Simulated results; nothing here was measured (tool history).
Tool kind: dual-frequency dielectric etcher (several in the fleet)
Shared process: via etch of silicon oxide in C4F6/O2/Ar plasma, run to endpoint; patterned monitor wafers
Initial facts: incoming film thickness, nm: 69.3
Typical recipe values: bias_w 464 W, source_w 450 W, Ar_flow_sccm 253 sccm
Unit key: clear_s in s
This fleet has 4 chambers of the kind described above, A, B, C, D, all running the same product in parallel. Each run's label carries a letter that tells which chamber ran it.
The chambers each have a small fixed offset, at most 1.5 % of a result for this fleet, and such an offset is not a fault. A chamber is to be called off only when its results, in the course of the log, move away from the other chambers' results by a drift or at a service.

run	hour	bias_w	source_w	Ar_flow_sccm	hours since the last wet clean	hours since the last bias power generator calibration	hours since the last source power generator calibration	hours since the last Ar flow controller change	clear_s
1A	8.7	464	450	253	254.8	354.3	679.0	495.2	14.495
2C	16.0	464	450	253	259.2	1120.3	390.0	2843.6	14.560
3D	21.7	464	450	253	77.5	1193.5	4009.7	1486.8	14.745
4B	26.8	464	450	253	394.0	2248.3	1786.0	2435.7	14.689
5C	33.2	464	450	253	276.4	1137.5	407.2	2860.8	14.806
6A	42.2	464	450	253	288.3	387.8	712.5	528.7	14.679
7D	50.1	464	450	253	105.9	1221.9	4038.1	1515.2	14.726
# hour 53.4: chamber B: wet clean of the chamber
8B	59.8	464	450	253	6.5	2281.3	1819.0	2468.7	14.760
9C	68.4	464	450	253	311.6	1172.7	442.4	2896.0	14.520
10D	77.3	464	450	253	133.1	1249.1	4065.3	1542.4	14.750
11A	84.1	464	450	253	330.2	429.7	754.4	570.6	14.670
12B	92.6	522	510	253	39.3	2314.1	1851.8	2501.5	13.522
13C	97.4	522	510	253	340.6	1201.7	471.4	2925.0	13.304
14B	107.7	522	510	253	54.4	2329.2	1866.9	2516.6	13.485
# hour 112.4: chamber B: source power generator calibrated
15A	112.6	522	510	253	358.7	458.2	782.9	599.1	13.399
16D	118.9	464	450	253	174.7	1290.7	4106.9	1584.0	14.621
17C	126.5	464	450	253	369.7	1230.8	500.5	2954.1	14.737
18A	132.8	464	450	253	378.9	478.4	803.1	619.3	14.544
19D	139.7	464	450	253	195.5	1311.5	4127.7	1604.8	14.720
20B	145.6	464	450	253	92.3	2367.1	33.3	2554.5	14.774
21C	155.3	464	450	253	398.5	1259.6	529.3	2982.9	14.801
22D	165.1	464	450	253	220.9	1336.9	4153.1	1630.2	14.817
23B	173.4	464	450	253	120.1	2394.9	61.1	2582.3	14.848
# hour 177.1: chamber B: Ar flow controller replaced
24A	181.1	533	450	253	427.2	526.7	851.4	667.6	14.016
25B	188.6	533	450	253	135.3	2410.1	76.3	11.6	14.011
26A	197.3	533	450	253	443.4	542.9	867.6	683.8	14.102
27D	205.9	533	450	253	261.7	1377.7	4193.9	1671.0	14.011
28C	214.2	464	450	253	457.4	1318.5	588.2	3041.8	14.550
29B	220.6	464	450	253	167.3	2442.1	108.3	43.6	14.915
30D	230.4	464	450	253	286.2	1402.2	4218.4	1695.5	14.778
# hour 232.2: chamber C: wet clean of the chamber
31A	236.8	464	450	253	482.9	582.4	907.1	723.3	15.017
32C	245.8	464	450	253	13.7	1350.1	619.8	3073.4	14.722
33D	250.7	464	450	253	306.5	1422.5	4238.7	1715.8	14.773
# hour 252.3: chamber D: source power generator calibrated
34B	257.0	464	450	253	203.7	2478.5	144.7	80.0	14.831
35A	266.5	464	450	253	512.6	612.1	936.8	753.0	15.270
36C	274.0	464	450	253	41.9	1378.3	648.0	3101.6	14.542
37A	283.6	464	450	253	529.7	629.2	953.9	770.1	15.296
38C	289.0	464	450	306	56.9	1393.3	663.0	3116.6	14.808
39D	294.1	464	450	306	349.9	1465.9	41.9	1759.2	15.058
40B	302.6	464	450	306	249.3	2524.1	190.3	125.6	15.024
41B	311.7	464	450	306	258.4	2533.2	199.4	134.7	15.164
42D	319.2	464	450	253	375.0	1491.0	67.0	1784.3	14.779
43C	327.8	464	450	253	95.7	1432.1	701.8	3155.4	14.560

Has any chamber moved away from the others, gradually or after a service, or does the common gauge drift, or do the chambers differ only by their own small steady offsets? State the chamber and the most likely cause if one applies.

One chamber, A, drifts off from the rest bit by bit.
Likeliest cause: etch rate under this chamber's usual, % = 5.39.

Below are 4 candidate recipes for chamber A's next run, each the usual settings with a change, their results shown as question marks. Which of them brings A's results back in line with what the other chambers give on the usual settings?
Maximum distance from the other chambers' mean on the usual settings for a result to count as in line: clear_s 0.280 s
44A-1	335.2	513	500	245					?
44A-2	335.2	517	450	244					?
44A-3	335.2	413	400	253					?
44A-4	335.2	464	400	262					?

Mean of the other chambers on the usual settings: clear_s 14.711 s
run	clear_s
44A-1	14.216
44A-2	14.727
44A-3	16.754
44A-4	16.127
44A-2 is the one that brings the chamber's results back in line with the other chambers.
